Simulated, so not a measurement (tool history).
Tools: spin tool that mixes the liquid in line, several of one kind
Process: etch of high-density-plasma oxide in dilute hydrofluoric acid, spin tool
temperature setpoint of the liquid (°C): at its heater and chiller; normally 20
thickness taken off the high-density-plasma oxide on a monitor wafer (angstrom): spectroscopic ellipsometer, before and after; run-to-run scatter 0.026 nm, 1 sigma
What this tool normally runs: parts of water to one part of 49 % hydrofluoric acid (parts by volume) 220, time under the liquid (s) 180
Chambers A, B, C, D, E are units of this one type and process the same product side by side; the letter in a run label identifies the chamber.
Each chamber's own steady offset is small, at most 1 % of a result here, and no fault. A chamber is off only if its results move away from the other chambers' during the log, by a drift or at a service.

run	hour	temperature setpoint of the liquid (°C)	parts of water to one part of 49 % hydrofluoric acid (parts by volume)	time under the liquid (s)	read-back film thickness of the high-density-plasma oxide reference wafer, read on the same gauge (nm)	thickness taken off the high-density-plasma oxide on a monitor wafer (angstrom)
# hour 3.3: chamber C: thermometer replaced
1E	7.1	20	220	180	150	38.941
2C	14	20	220	180	150	39.258
3B	19.3	20	220	180	149.99	38.152
4A	24.3	20	220	180	149.97	38.572
5D	27.7	24	220	180	150	45.143
6C	34.5	24	220	180	150.01	45.885
7E	38.4	24	220	180	149.98	44.606
8B	44.5	24	220	180	150.01	44.73
9A	51.3	24	220	180	150.01	44.722
10D	57.3	20	220	180	150.02	38.745
11E	60.9	20	220	180	149.97	38.758
12B	66	20	220	180	150	38.699
13D	72.3	20	220	180	149.99	38.204
14A	79.3	20	220	180	149.99	38.529
15C	84.9	24	220	180	149.99	45.832
16C	90.9	24	220	180	149.99	46.139
17B	94.9	24	220	180	149.97	44.566
18D	102.2	24	220	180	150.02	44.465
# hour 105.3: chamber D: hydrofluoric acid flow meter replaced
19E	109.5	24	220	180	150.01	44.622
20A	113.3	20	220	180	149.96	38.118
21E	118.9	23.5	220	180	150.02	43.629
22C	126	23.5	220	180	149.99	45.247
23D	133.2	23.5	220	180	150.01	44.202
24B	139.7	23.5	220	180	150	44.062
25A	146.5	23.5	220	180	149.99	43.783
26D	153.4	20	220	180	149.99	38.377
27C	157.3	20	220	180	149.96	40.907
28E	162	20	220	180	149.99	38.565
29A	166.1	20	220	180	150	39.006
30B	171.9	20	220	180	150.01	38.703
31D	177.1	20	220	180	150.03	38.026
32E	184	20	220	180	149.98	38.904
33C	187.9	20	220	180	149.99	40.587
34B	191.6	20	220	180	149.99	38.706
35A	198.7	20	220	180	150.01	39.219
36D	205.4	20	220	180	150	38.333
37B	211.9	18	300	180	150	24.357

The same settings go to every chamber for the next run, one line per chamber below. Forecast the results for each:
38A	217.1	20	220	110		?
38B	217.1	20	220	110		?
38C	217.1	20	220	110		?
38D	217.1	20	220	110		?
38E	217.1	20	220	110		?

run	thickness taken off the high-density-plasma oxide on a monitor wafer (angstrom)
38A	23.555
38B	23.845
38C	25.025
38D	23.595
38E	23.477

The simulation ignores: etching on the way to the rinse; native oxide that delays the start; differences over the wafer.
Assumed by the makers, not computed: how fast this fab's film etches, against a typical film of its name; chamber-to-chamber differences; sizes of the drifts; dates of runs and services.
